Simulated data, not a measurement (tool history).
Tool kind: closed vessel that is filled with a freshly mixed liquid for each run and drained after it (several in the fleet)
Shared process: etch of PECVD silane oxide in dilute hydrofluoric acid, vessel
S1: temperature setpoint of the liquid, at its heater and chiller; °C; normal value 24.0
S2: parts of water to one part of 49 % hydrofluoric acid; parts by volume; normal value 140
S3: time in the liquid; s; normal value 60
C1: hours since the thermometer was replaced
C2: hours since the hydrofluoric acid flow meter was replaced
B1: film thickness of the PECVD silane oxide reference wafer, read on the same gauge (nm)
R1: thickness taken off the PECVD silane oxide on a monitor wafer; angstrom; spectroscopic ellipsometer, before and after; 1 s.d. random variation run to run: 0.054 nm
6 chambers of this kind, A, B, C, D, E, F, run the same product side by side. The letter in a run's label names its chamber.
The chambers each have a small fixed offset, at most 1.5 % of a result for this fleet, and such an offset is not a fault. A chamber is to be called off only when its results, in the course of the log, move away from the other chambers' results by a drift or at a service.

run,hour,S1,S2,S3,C1,C2,B1,R1
1F,5.9,24.0,140,60,13.7,405.1,89.993,63.326
2E,13.6,24.0,140,60,548.2,324.1,89.986,63.756
3C,21.8,24.0,140,60,1845.5,1381.0,90.021,62.309
4B,33.1,24.0,140,60,754.0,359.5,89.993,63.674
5A,39.7,24.0,140,60,469.7,512.1,90.012,62.974
6D,46.9,24.0,140,60,312.5,1011.7,90.006,63.756
7D,55.8,24.0,140,60,321.4,1020.6,89.981,64.251
8F,62.1,27.5,90,60,69.9,461.3,90.015,121.290
9E,72.6,27.5,90,60,607.2,383.1,90.007,121.230
10C,79.5,27.5,90,60,1903.2,1438.7,89.978,119.270
11A,90.7,27.5,90,60,520.7,563.1,89.979,121.530
12B,100.2,27.5,90,60,821.1,426.6,89.983,118.840
13E,110.0,27.5,90,60,644.6,420.5,89.984,121.110
14C,115.9,24.0,140,60,1939.6,1475.1,90.014,62.483
15A,123.9,24.0,140,60,553.9,596.3,89.987,63.484
16F,135.7,24.0,140,60,143.5,534.9,90.028,63.758
17B,142.9,24.0,140,60,863.8,469.3,89.974,62.868
18D,154.3,27.5,140,60,419.9,1119.1,90.021,73.061
19F,164.8,27.5,140,60,172.6,564.0,90.003,72.487
20C,171.4,27.5,140,60,1995.1,1530.6,90.005,71.221
21D,178.4,27.5,140,60,444.0,1143.2,90.023,72.539
22B,188.0,27.5,140,60,908.9,514.4,90.017,72.133
23E,198.7,27.5,140,60,733.3,509.2,89.997,75.825
24A,207.6,24.0,140,60,637.6,680.0,90.015,63.235
25D,217.0,24.0,140,60,482.6,1181.8,90.015,63.884
26B,222.3,24.0,140,60,943.2,548.7,90.019,63.261
27A,230.9,24.0,140,60,660.9,703.3,89.999,62.232
28C,240.7,24.0,140,60,2064.4,1599.9,90.003,62.970
29E,250.0,24.0,140,60,784.6,560.5,90.019,67.869
30F,261.6,24.0,140,60,269.4,660.8,90.010,63.235
31A,269.3,24.0,140,60,699.3,741.7,89.994,61.976
32B,277.7,24.0,140,60,998.6,604.1,89.998,64.301
33D,285.9,24.0,140,60,551.5,1250.7,90.027,63.927
34E,294.0,26.0,190,60,828.6,604.5,90.018,52.702
35C,304.5,26.0,190,60,2128.2,1663.7,90.036,46.767
36F,312.9,26.0,190,60,320.7,712.1,89.973,47.313
37F,319.4,26.0,190,60,327.2,718.6,89.998,47.494
38B,327.8,26.0,190,60,1048.7,654.2,90.025,47.744

Each of the 6 chambers runs these same settings next. Fill in every chamber's results:
39A,336.4,24.0,195,60,,,,?
39B,336.4,24.0,195,60,,,,?
39C,336.4,24.0,195,60,,,,?
39D,336.4,24.0,195,60,,,,?
39E,336.4,24.0,195,60,,,,?
39F,336.4,24.0,195,60,,,,?

run,R1
39A,42.020
39B,43.153
39C,41.442
39D,43.503
39E,48.301
39F,42.553
